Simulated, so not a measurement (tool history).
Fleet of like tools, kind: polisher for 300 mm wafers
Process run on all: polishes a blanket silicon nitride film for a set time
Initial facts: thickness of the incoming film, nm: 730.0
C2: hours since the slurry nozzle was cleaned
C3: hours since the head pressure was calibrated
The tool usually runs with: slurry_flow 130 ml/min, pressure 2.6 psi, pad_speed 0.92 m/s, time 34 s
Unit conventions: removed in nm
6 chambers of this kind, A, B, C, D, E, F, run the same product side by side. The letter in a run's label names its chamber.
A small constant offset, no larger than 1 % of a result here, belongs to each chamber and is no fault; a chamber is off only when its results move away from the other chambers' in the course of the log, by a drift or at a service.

{"run": "1C", "hour": 10.6, "slurry_flow": 130, "pressure": 2.6, "pad_speed": 0.92, "time": 34, "wafers polished on this pad": 351, "C2": 20.2, "C3": 105.2, "removed": 34.447}
{"run": "2A", "hour": 20.3, "slurry_flow": 130, "pressure": 2.6, "pad_speed": 0.92, "time": 34, "wafers polished on this pad": 820, "C2": 208.1, "C3": 521.9, "removed": 34.34}
{"run": "3F", "hour": 30.9, "slurry_flow": 130, "pressure": 2.6, "pad_speed": 0.92, "time": 34, "wafers polished on this pad": 233, "C2": 599.5, "C3": 787.8, "removed": 33.779}
{"hour": 36.7, "done": "chamber F: slurry nozzle cleaned"}
{"run": "4D", "hour": 39.2, "slurry_flow": 130, "pressure": 2.6, "pad_speed": 0.92, "time": 34, "wafers polished on this pad": 693, "C2": 581.0, "C3": 411.3, "removed": 34.902}
{"hour": 39.5, "done": "chamber C: worn pad replaced by a new one"}
{"run": "5B", "hour": 49.5, "slurry_flow": 130, "pressure": 2.6, "pad_speed": 0.92, "time": 34, "wafers polished on this pad": 433, "C2": 298.4, "C3": 365.4, "removed": 34.289}
{"hour": 53.7, "done": "chamber B: head pressure recalibrated"}
{"run": "6E", "hour": 55.7, "slurry_flow": 130, "pressure": 2.6, "pad_speed": 0.92, "time": 34, "wafers polished on this pad": 617, "C2": 75.7, "C3": 694.8, "removed": 34.4}
{"run": "7C", "hour": 64.0, "slurry_flow": 130, "pressure": 2.6, "pad_speed": 0.92, "time": 34, "wafers polished on this pad": 182, "C2": 73.6, "C3": 158.6, "removed": 34.347}
{"run": "8E", "hour": 69.6, "slurry_flow": 130, "pressure": 2.6, "pad_speed": 0.92, "time": 34, "wafers polished on this pad": 720, "C2": 89.6, "C3": 708.7, "removed": 34.098}
{"run": "9F", "hour": 75.4, "slurry_flow": 130, "pressure": 2.6, "pad_speed": 0.92, "time": 34, "wafers polished on this pad": 564, "C2": 38.8, "C3": 832.3, "removed": 34.517}
{"run": "10B", "hour": 83.7, "slurry_flow": 130, "pressure": 2.6, "pad_speed": 0.92, "time": 34, "wafers polished on this pad": 687, "C2": 332.6, "C3": 30.1, "removed": 34.478}
{"run": "11D", "hour": 90.3, "slurry_flow": 85, "pressure": 3.3, "pad_speed": 0.92, "time": 34, "wafers polished on this pad": 1073, "C2": 632.1, "C3": 462.4, "removed": 39.58}
{"hour": 96.2, "done": "chamber B: worn pad replaced by a new one"}
{"run": "12A", "hour": 96.4, "slurry_flow": 85, "pressure": 3.3, "pad_speed": 0.92, "time": 34, "wafers polished on this pad": 1385, "C2": 284.2, "C3": 598.0, "removed": 39.641}
{"hour": 100.4, "done": "chamber E: worn pad replaced by a new one"}
{"hour": 101.9, "done": "chamber D: head pressure recalibrated"}
{"hour": 104.6, "done": "chamber F: worn pad replaced by a new one"}
{"run": "13B", "hour": 107.2, "slurry_flow": 85, "pressure": 3.3, "pad_speed": 0.92, "time": 34, "wafers polished on this pad": 82, "C2": 356.1, "C3": 53.6, "removed": 38.729}
{"hour": 115.9, "done": "chamber D: slurry nozzle cleaned"}
{"hour": 118.1, "done": "chamber C: worn pad replaced by a new one"}
{"hour": 118.6, "done": "chamber A: worn pad replaced by a new one"}
{"run": "14C", "hour": 118.8, "slurry_flow": 85, "pressure": 3.3, "pad_speed": 0.92, "time": 34, "wafers polished on this pad": 5, "C2": 128.4, "C3": 213.4, "removed": 39.963}
{"run": "15F", "hour": 124.2, "slurry_flow": 85, "pressure": 3.3, "pad_speed": 0.92, "time": 34, "wafers polished on this pad": 145, "C2": 87.6, "C3": 881.1, "removed": 39.518}
{"run": "16E", "hour": 129.6, "slurry_flow": 85, "pressure": 3.3, "pad_speed": 0.92, "time": 34, "wafers polished on this pad": 217, "C2": 149.6, "C3": 768.7, "removed": 38.556}
{"run": "17D", "hour": 136.3, "slurry_flow": 130, "pressure": 2.6, "pad_speed": 0.92, "time": 34, "wafers polished on this pad": 1415, "C2": 20.4, "C3": 34.5, "removed": 32.82}
{"run": "18A", "hour": 148.0, "slurry_flow": 130, "pressure": 2.6, "pad_speed": 0.92, "time": 34, "wafers polished on this pad": 219, "C2": 335.8, "C3": 649.6, "removed": 34.387}
{"run": "19D", "hour": 155.7, "slurry_flow": 130, "pressure": 2.6, "pad_speed": 0.92, "time": 34, "wafers polished on this pad": 1559, "C2": 39.8, "C3": 53.9, "removed": 32.97}
{"run": "20B", "hour": 163.9, "slurry_flow": 130, "pressure": 2.6, "pad_speed": 0.92, "time": 34, "wafers polished on this pad": 503, "C2": 412.8, "C3": 110.3, "removed": 33.548}
{"run": "21C", "hour": 171.9, "slurry_flow": 130, "pressure": 2.6, "pad_speed": 0.92, "time": 34, "wafers polished on this pad": 400, "C2": 181.5, "C3": 266.5, "removed": 35.07}
{"run": "22A", "hour": 180.3, "slurry_flow": 130, "pressure": 2.6, "pad_speed": 0.76, "time": 43, "wafers polished on this pad": 459, "C2": 368.1, "C3": 681.9, "removed": 37.296}
{"hour": 180.6, "done": "chamber A: head pressure recalibrated"}
{"run": "23E", "hour": 189.5, "slurry_flow": 130, "pressure": 2.6, "pad_speed": 0.76, "time": 43, "wafers polished on this pad": 662, "C2": 209.5, "C3": 828.6, "removed": 37.7}
{"hour": 197.1, "done": "chamber C: worn pad replaced by a new one"}
{"run": "24F", "hour": 197.5, "slurry_flow": 130, "pressure": 2.6, "pad_speed": 0.76, "time": 43, "wafers polished on this pad": 690, "C2": 160.9, "C3": 954.4, "removed": 37.773}
{"hour": 200.4, "done": "chamber F: worn pad replaced by a new one"}
{"run": "25F", "hour": 205.3, "slurry_flow": 130, "pressure": 2.6, "pad_speed": 0.76, "time": 43, "wafers polished on this pad": 37, "C2": 168.7, "C3": 962.2, "removed": 38.112}
{"run": "26C", "hour": 216.3, "slurry_flow": 130, "pressure": 2.6, "pad_speed": 0.76, "time": 43, "wafers polished on this pad": 142, "C2": 225.9, "C3": 310.9, "removed": 37.534}
{"hour": 219.0, "done": "chamber B: worn pad replaced by a new one"}
{"run": "27D", "hour": 221.7, "slurry_flow": 130, "pressure": 2.6, "pad_speed": 0.76, "time": 43, "wafers polished on this pad": 2050, "C2": 105.8, "C3": 119.9, "removed": 34.856}
{"run": "28B", "hour": 229.8, "slurry_flow": 130, "pressure": 2.6, "pad_speed": 0.92, "time": 34, "wafers polished on this pad": 80, "C2": 478.7, "C3": 176.2, "removed": 33.873}
{"hour": 236.6, "done": "chamber F: head pressure recalibrated"}
{"run": "29A", "hour": 236.9, "slurry_flow": 130, "pressure": 2.6, "pad_speed": 0.92, "time": 34, "wafers polished on this pad": 879, "C2": 424.7, "C3": 56.4, "removed": 34.678}
{"run": "30E", "hour": 244.5, "slurry_flow": 130, "pressure": 2.6, "pad_speed": 0.92, "time": 34, "wafers polished on this pad": 1071, "C2": 264.5, "C3": 883.6, "removed": 34.477}
{"run": "31F", "hour": 251.5, "slurry_flow": 130, "pressure": 2.6, "pad_speed": 0.92, "time": 34, "wafers polished on this pad": 380, "C2": 214.9, "C3": 14.9, "removed": 34.973}
{"hour": 253.4, "done": "chamber E: worn pad replaced by a new one"}
{"run": "32B", "hour": 261.5, "slurry_flow": 130, "pressure": 2.6, "pad_speed": 0.92, "time": 34, "wafers polished on this pad": 316, "C2": 510.4, "C3": 207.9, "removed": 34.959}
{"run": "33C", "hour": 272.2, "slurry_flow": 130, "pressure": 2.6, "pad_speed": 0.92, "time": 34, "wafers polished on this pad": 558, "C2": 281.8, "C3": 366.8, "removed": 34.42}
{"hour": 281.3, "done": "chamber F: worn pad replaced by a new one"}
{"run": "34A", "hour": 283.3, "slurry_flow": 130, "pressure": 2.6, "pad_speed": 0.92, "time": 34, "wafers polished on this pad": 1224, "C2": 471.1, "C3": 102.8, "removed": 34.198}
{"run": "35D", "hour": 293.2, "slurry_flow": 130, "pressure": 2.6, "pad_speed": 0.92, "time": 34, "wafers polished on this pad": 2581, "C2": 177.3, "C3": 191.4, "removed": 31.476}
{"run": "36E", "hour": 299.1, "slurry_flow": 130, "pressure": 2.6, "pad_speed": 0.92, "time": 34, "wafers polished on this pad": 339, "C2": 319.1, "C3": 938.2, "removed": 34.288}
{"hour": 300.0, "done": "chamber A: slurry nozzle cleaned"}
{"hour": 301.7, "done": "chamber A: worn pad replaced by a new one"}
{"run": "37A", "hour": 305.4, "slurry_flow": 130, "pressure": 2.6, "pad_speed": 0.92, "time": 34, "wafers polished on this pad": 28, "C2": 5.4, "C3": 124.9, "removed": 34.719}
{"run": "38F", "hour": 315.3, "slurry_flow": 130, "pressure": 2.0, "pad_speed": 0.92, "time": 34, "wafers polished on this pad": 253, "C2": 278.7, "C3": 78.7, "removed": 26.744}

Is one chamber out of step, is the gauge drifting, or do the chambers differ by no more than their own small offsets? For an off chamber, give its letter and the likeliest cause.

Chamber D drifts away from the others.
Most likely cause: removal rate lost through wear of the pad, % = 11.6.

Below are 4 candidate recipes for chamber D's next run, each the usual settings with a change, their results shown as question marks. Which of them brings D's results back in line with what the other chambers give on the usual settings?
A result is in line if it is within this distance of the other chambers' mean on the usual settings: removed 1.700 nm
{"run": "39D-1", "hour": 323.7, "slurry_flow": 130, "pressure": 2.8, "pad_speed": 0.98, "time": 37, "removed": "?"}
{"run": "39D-2", "hour": 323.7, "slurry_flow": 130, "pressure": 2.7, "pad_speed": 0.96, "time": 36, "removed": "?"}
{"run": "39D-3", "hour": 323.7, "slurry_flow": 130, "pressure": 2.5, "pad_speed": 0.88, "time": 32, "removed": "?"}
{"run": "39D-4", "hour": 323.7, "slurry_flow": 130, "pressure": 2.4, "pad_speed": 0.86, "time": 31, "removed": "?"}

Average result of the remaining chambers running the usual settings: removed 34.461 nm
run=39D-1 removed=37.319
run=39D-2 removed=34.443
run=39D-3 removed=26.440
run=39D-4 removed=24.143
With 39D-2, the chamber falls back in line with the rest.
